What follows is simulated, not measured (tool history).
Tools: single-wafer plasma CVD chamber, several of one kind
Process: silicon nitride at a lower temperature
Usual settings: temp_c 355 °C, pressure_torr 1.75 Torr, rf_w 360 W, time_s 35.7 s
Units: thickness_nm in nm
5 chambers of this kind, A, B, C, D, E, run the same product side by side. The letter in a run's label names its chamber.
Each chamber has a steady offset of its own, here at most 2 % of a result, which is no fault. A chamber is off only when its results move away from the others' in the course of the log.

run   hour  temp_c  pressure_torr  rf_w  time_s  read-back reference wafer on the same gauge, thickness_nm  thickness_nm
 1D   10.2     355           1.75   360    35.7                                                     42.200        48.202
 2E   21.2     355           1.75   360    35.7                                                     42.216        48.461
 3B   31.2     355           1.75   360    35.7                                                     42.214        48.275
 4C   40.3     355           1.75   360    35.7                                                     42.224        49.112
 5A   47.0     355           1.75   360    35.7                                                     42.216        48.116
 6E   52.3     355           1.75   360    35.7                                                     42.228        48.374
 7A   63.2     355           1.75   360    35.7                                                     42.218        48.072
 8D   69.9     355           1.75   400    38.2                                                     42.222        55.271
 9C   76.6     355           1.75   400    38.2                                                     42.241        56.281
10B   86.4     355           1.75   400    38.2                                                     42.233        55.236
11E   92.6     355           1.75   400    38.2                                                     42.255        55.279
12D  103.7     355           1.75   400    38.2                                                     42.267        55.316
13C  109.3     355           1.75   360    35.7                                                     42.250        49.133
14A  115.1     355           1.75   360    30.9                                                     42.267        41.685
15B  124.3     355           1.75   360    30.9                                                     42.255        41.904
16E  131.6     355           1.75   360    30.9                                                     42.275        41.984
17D  139.8     355           1.75   360    30.9                                                     42.270        41.814
18B  145.1     355           1.75   360    30.9                                                     42.286        41.924
19C  156.5     355           1.75   360    35.7                                                     42.293        49.257
20A  166.5     355           1.75   360    35.7                                                     42.297        48.197
21E  175.4     355           1.75   360    35.7                                                     42.289        48.540
     179.6  -- chamber D: thermocouple changed; heater temperature recalibrated
22D  182.4     355           1.75   360    35.7                                                     42.296        48.405
23A  192.6     355           1.75   360    35.7                                                     42.312        48.128
24C  199.5     355           1.75   360    35.7                                                     42.308        49.249
25B  205.1     355           1.75   360    35.7                                                     42.299        48.436
26A  212.7     355           1.75   360    35.7                                                     42.316        48.265
27D  219.8     355           1.75   360    35.7                                                     42.317        48.390
28C  230.0     355           1.75   305    35.7                                                     42.329        44.138
     231.4  -- chamber C: RF generator calibrated
     240.2  -- chamber C: thermocouple changed; heater temperature recalibrated
29B  240.9     355           1.75   305    35.7                                                     42.331        43.613
30E  249.3     355           1.75   305    35.7                                                     42.328        43.624
31A  254.8     355           1.75   305    35.7                                                     42.329        43.350
32D  264.9     355           1.75   305    35.7                                                     42.324        43.415
33B  271.0     355           1.75   360    35.7                                                     42.341        48.539
34C  279.7     355           1.75   360    35.7                                                     42.345        49.315
35E  288.4     355           1.75   360    35.7                                                     42.355        48.592
     292.9  -- chamber D: RF generator calibrated
36E  298.5     355           1.75   360    35.7                                                     42.362        48.532
37A  307.6     355           1.75   360    35.7                                                     42.360        48.250
38D  317.1     355           1.75   360    35.7                                                     42.360        48.448
39C  327.7     355           1.75   360    35.7                                                     42.370        49.318
40B  334.5     355           1.59   360    29.0                                                     42.375        38.539
41D  340.0     355           1.59   360    29.0                                                     42.375        38.440

What goes on in this fleet: one chamber off, a drifting gauge, or nothing beyond the chambers' own small offsets? Name the chamber and the cause, if any.

The gauge drifts, so all chambers seem to drift together. No chamber is off.
Cause: gauge reads high (%) = 0.438.
